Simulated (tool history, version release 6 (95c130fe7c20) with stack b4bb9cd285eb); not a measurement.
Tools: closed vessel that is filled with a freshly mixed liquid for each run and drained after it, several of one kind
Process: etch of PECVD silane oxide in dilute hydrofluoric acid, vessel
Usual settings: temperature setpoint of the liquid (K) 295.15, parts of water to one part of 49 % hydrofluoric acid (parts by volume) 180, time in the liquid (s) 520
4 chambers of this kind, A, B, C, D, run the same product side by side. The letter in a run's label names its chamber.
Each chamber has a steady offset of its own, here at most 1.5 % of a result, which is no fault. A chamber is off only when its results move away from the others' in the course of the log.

| run | hour | temperature setpoint of the liquid (K) | parts of water to one part of 49 % hydrofluoric acid (parts by volume) | time in the liquid (s) | hours since the thermometer was replaced | hours since the hydrofluoric acid flow meter was replaced | read-back film thickness of the PECVD silane oxide reference wafer, read on the same gauge (nm) | thickness taken off the PECVD silane oxide on a monitor wafer (angstrom) |
|---|---|---|---|---|---|---|---|---|
| 1B | 4.7 | 295.15 | 180 | 520 | 1231.9 | 531.4 | 129.97 | 532.30 |
| 2C | 9.9 | 295.15 | 180 | 520 | 647.4 | 903.3 | 129.98 | 528.61 |
| 3D | 15.0 | 295.15 | 180 | 520 | 49.9 | 386.2 | 129.99 | 532.34 |
| 4A | 22.1 | 295.15 | 180 | 520 | 1313.0 | 288.1 | 130.03 | 529.76 |
| 5D | 30.8 | 295.15 | 180 | 520 | 65.7 | 402.0 | 130.01 | 524.76 |
| 6B | 36.9 | 295.15 | 180 | 520 | 1264.1 | 563.6 | 129.99 | 535.01 |
| 7A | 46.0 | 295.15 | 180 | 520 | 1336.9 | 312.0 | 130.00 | 532.29 |
| 8C | 50.3 | 292.65 | 180 | 520 | 687.8 | 943.7 | 130.02 | 479.80 |
| 9B | 59.3 | 292.65 | 180 | 520 | 1286.5 | 586.0 | 130.00 | 482.41 |
| 10D | 64.2 | 292.65 | 180 | 520 | 99.1 | 435.4 | 130.02 | 482.44 |
| 11C | 69.4 | 292.65 | 180 | 520 | 706.9 | 962.8 | 130.03 | 485.27 |
| 12A | 73.5 | 295.15 | 180 | 520 | 1364.4 | 339.5 | 130.02 | 535.60 |
| 13C | 79.9 | 295.15 | 180 | 520 | 717.4 | 973.3 | 129.98 | 527.02 |
| 14A | 88.5 | 295.15 | 180 | 380 | 1379.4 | 354.5 | 130.03 | 386.90 |
| 15D | 93.8 | 295.15 | 180 | 380 | 128.7 | 465.0 | 130.01 | 384.79 |
| 16B | 98.3 | 295.15 | 180 | 380 | 1325.5 | 625.0 | 129.99 | 386.63 |
| 17A | 102.3 | 295.15 | 180 | 380 | 1393.2 | 368.3 | 130.02 | 384.65 |
| 18B | 106.8 | 295.15 | 180 | 520 | 1334.0 | 633.5 | 130.02 | 529.10 |
| 19D | 112.1 | 295.15 | 180 | 520 | 147.0 | 483.3 | 130.01 | 527.61 |
| 20C | 119.6 | 295.15 | 180 | 520 | 757.1 | 1013.0 | 129.98 | 528.12 |
| 21C | 127.4 | 295.15 | 180 | 520 | 764.9 | 1020.8 | 129.98 | 529.25 |
| 22D | 133.1 | 295.15 | 180 | 520 | 168.0 | 504.3 | 130.01 | 525.09 |
| 23A | 141.5 | 295.15 | 180 | 520 | 1432.4 | 407.5 | 130.03 | 532.24 |
| 24B | 149.9 | 295.15 | 180 | 520 | 1377.1 | 676.6 | 129.97 | 516.99 |
| 25A | 156.6 | 291.65 | 145 | 520 | 1447.5 | 422.6 | 130.00 | 599.08 |
| 26C | 161.8 | 291.65 | 145 | 520 | 799.3 | 1055.2 | 129.98 | 593.15 |
| 27D | 168.5 | 291.65 | 145 | 520 | 203.4 | 539.7 | 129.95 | 584.73 |
| 28B | 174.7 | 291.65 | 145 | 520 | 1401.9 | 701.4 | 129.96 | 575.54 |
| 29D | 181.8 | 295.15 | 180 | 520 | 216.7 | 553.0 | 130.01 | 521.59 |
| 30C | 187.0 | 295.15 | 180 | 520 | 824.5 | 1080.4 | 130.00 | 536.22 |
| 31B | 196.1 | 295.15 | 180 | 520 | 1423.3 | 722.8 | 129.99 | 509.48 |
| 32A | 201.6 | 295.15 | 180 | 520 | 1492.5 | 467.6 | 130.01 | 535.38 |
| 33C | 206.7 | 295.15 | 180 | 520 | 844.2 | 1100.1 | 130.02 | 530.14 |
| 34A | 214.0 | 295.15 | 180 | 520 | 1504.9 | 480.0 | 130.00 | 533.40 |
| 35D | 218.9 | 293.65 | 220 | 520 | 253.8 | 590.1 | 130.01 | 387.15 |
| 36B | 226.7 | 293.65 | 220 | 520 | 1453.9 | 753.4 | 129.99 | 370.28 |
| 37C | 235.7 | 293.65 | 220 | 520 | 873.2 | 1129.1 | 130.00 | 398.75 |
| 38D | 244.1 | 293.65 | 220 | 520 | 279.0 | 615.3 | 130.00 | 387.18 |
| 39B | 249.9 | 295.15 | 180 | 520 | 1477.1 | 776.6 | 130.00 | 488.61 |
| 40A | 257.2 | 295.15 | 180 | 520 | 1548.1 | 523.2 | 130.00 | 537.83 |
| 41C | 264.7 | 295.15 | 180 | 520 | 902.2 | 1158.1 | 129.98 | 534.71 |

Is one chamber off against the others, does the gauge drift, or is nothing wrong? If a chamber is off, say which, and what the likeliest cause is.

Chamber B drifts away from the others.
Cause: hydrofluoric acid flow below the setpoint (%) = 7.13.
The log may not tell that from: liquid colder than its thermometer reads (K).

Here are 4 candidates for chamber B's next run, each the usual settings with a change, their results left as question marks. Which one brings its results back in line with what the others give on the usual settings?
In line means no further than this from the other chambers' mean on the usual settings: thickness taken off the PECVD silane oxide on a monitor wafer (angstrom) 15.00
| 42B-1 | 271.4 | 295.15 | 180 | 540 |  |  |  | ? |
| 42B-2 | 271.4 | 295.15 | 195 | 520 |  |  |  | ? |
| 42B-3 | 271.4 | 295.15 | 185 | 520 |  |  |  | ? |
| 42B-4 | 271.4 | 295.15 | 175 | 545 |  |  |  | ? |

The other chambers' mean on the usual settings: thickness taken off the PECVD silane oxide on a monitor wafer (angstrom) 529.91
| run | thickness taken off the PECVD silane oxide on a monitor wafer (angstrom) |
|---|---|
| 42B-1 | 502.70 |
| 42B-2 | 439.64 |
| 42B-3 | 468.43 |
| 42B-4 | 524.73 |
42B-4 brings the chamber back in line.
